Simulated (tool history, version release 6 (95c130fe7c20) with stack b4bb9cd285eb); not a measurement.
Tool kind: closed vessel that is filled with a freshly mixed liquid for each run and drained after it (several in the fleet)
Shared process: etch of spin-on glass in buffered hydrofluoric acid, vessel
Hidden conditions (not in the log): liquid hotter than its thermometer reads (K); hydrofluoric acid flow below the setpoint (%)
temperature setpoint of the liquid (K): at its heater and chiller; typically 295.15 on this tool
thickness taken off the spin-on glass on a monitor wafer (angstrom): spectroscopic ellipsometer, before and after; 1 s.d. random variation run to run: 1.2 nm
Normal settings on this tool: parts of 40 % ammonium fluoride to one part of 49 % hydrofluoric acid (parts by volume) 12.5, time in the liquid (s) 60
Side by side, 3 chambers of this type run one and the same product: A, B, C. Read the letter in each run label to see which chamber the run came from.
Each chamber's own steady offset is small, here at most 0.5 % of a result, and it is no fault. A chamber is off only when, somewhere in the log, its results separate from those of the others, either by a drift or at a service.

run	hour	temperature setpoint of the liquid (K)	parts of 40 % ammonium fluoride to one part of 49 % hydrofluoric acid (parts by volume)	time in the liquid (s)	hours since the thermometer was replaced	hours since the hydrofluoric acid flow meter was replaced	read-back film thickness of the spin-on glass reference wafer, read on the same gauge (nm)	thickness taken off the spin-on glass on a monitor wafer (angstrom)
1B	4.8	295.15	12.5	60	1498.4	446.6	79.978	1404.4
2C	7.9	295.15	12.5	60	2448.4	1321.8	80.039	1405.8
3A	11	295.15	12.5	60	581	419.4	79.974	1392.2
4B	15.2	295.15	12.5	60	1508.8	457	79.963	1409.9
5C	19.6	295.15	12.5	60	2460.1	1333.5	80.023	1418.1
6A	25.5	295.15	12.5	60	595.5	433.9	80.005	1411.7
7A	28.9	295.15	12.5	60	598.9	437.3	79.978	1398.4
8C	34.3	295.15	12.5	60	2474.8	1348.2	79.959	1402.3
9B	40.1	295.15	14	35	1533.7	481.9	80.003	733.96
10B	46.2	295.15	14	35	1539.8	488	79.993	742.41
11C	50.6	295.15	14	35	2491.1	1364.5	79.971	738.78
12A	56.6	295.15	12.5	60	626.6	465	79.99	1409.9
13A	60.9	295.15	12.5	60	630.9	469.3	80.045	1389.2
14B	64.5	295.15	12.5	60	1558.1	506.3	79.944	1387.1
15C	68.1	295.15	8.5	60	2508.6	1382	80.015	1996.2
16C	74.2	295.15	8.5	60	2514.7	1388.1	79.979	1988.1
17A	77.2	295.15	8.5	60	647.2	485.6	79.996	1942.8
18B	81.1	295.15	12.5	60	1574.7	522.9	79.978	1392.9
19A	86.7	295.15	12.5	60	656.7	495.1	80.024	1377.8
20B	90.3	295.15	12.5	60	1583.9	532.1	79.979	1394.9
21C	93.1	295.15	12.5	60	2533.6	1407	80.027	1422.6
22B	97.4	295.15	12.5	60	1591	539.2	79.968	1406.9
23C	100.1	295.15	12.5	60	2540.6	1414	80.031	1422.4
24A	103.3	295.15	12.5	60	673.3	511.7	80.063	1378.9
25A	109.1	295.15	12.5	60	679.1	517.5	80.072	1403.8
26C	113.6	295.15	12.5	60	2554.1	1427.5	79.981	1423.2
27B	119.7	295.15	12.5	60	1613.3	561.5	80.028	1404
28B	122.5	295.15	12.5	60	1616.1	564.3	79.94	1406.5
29A	128.3	295.15	12.5	60	698.3	536.7	80.029	1399
30C	131.5	295.15	12.5	60	2572	1445.4	80.015	1415.9
31C	134.9	295.15	12.5	60	2575.4	1448.8	79.956	1413.9
32B	139.2	295.15	12.5	60	1632.8	581	79.979	1424.7
33A	142.1	295.15	12.5	60	712.1	550.5	80.038	1406.3
34B	145.8	295.15	12.5	60	1639.4	587.6	79.968	1406.5
35C	149.3	295.15	12.5	60	2589.8	1463.2	79.981	1410.7
36A	152.2	295.15	12.5	60	722.2	560.6	80.017	1378
37C	157.2	295.15	12.5	60	2597.7	1471.1	79.957	1387.5
38A	162.1	295.15	12.5	60	732.1	570.5	80.008	1401
39B	167.9	295.15	12.5	60	1661.5	609.7	79.955	1405.9
40B	170.8	293.65	12.5	60	1664.4	612.6	79.963	1282.7
41C	175.5	293.65	12.5	60	2616	1489.4	80.023	1294.5
42A	181.1	293.65	12.5	60	751.1	589.5	79.986	1281.5
43A	187.3	295.15	12.5	60	757.3	595.7	79.981	1394.3
44C	192.6	295.15	12.5	60	2633.1	1506.5	80.003	1421.6

Each of the 3 chambers runs these same settings next. Fill in every chamber's results:
45A	197.1	295.15	12.5	60				?
45B	197.1	295.15	12.5	60				?
45C	197.1	295.15	12.5	60				?

run	thickness taken off the spin-on glass on a monitor wafer (angstrom)
45A	1384.3
45B	1400.8
45C	1409.1
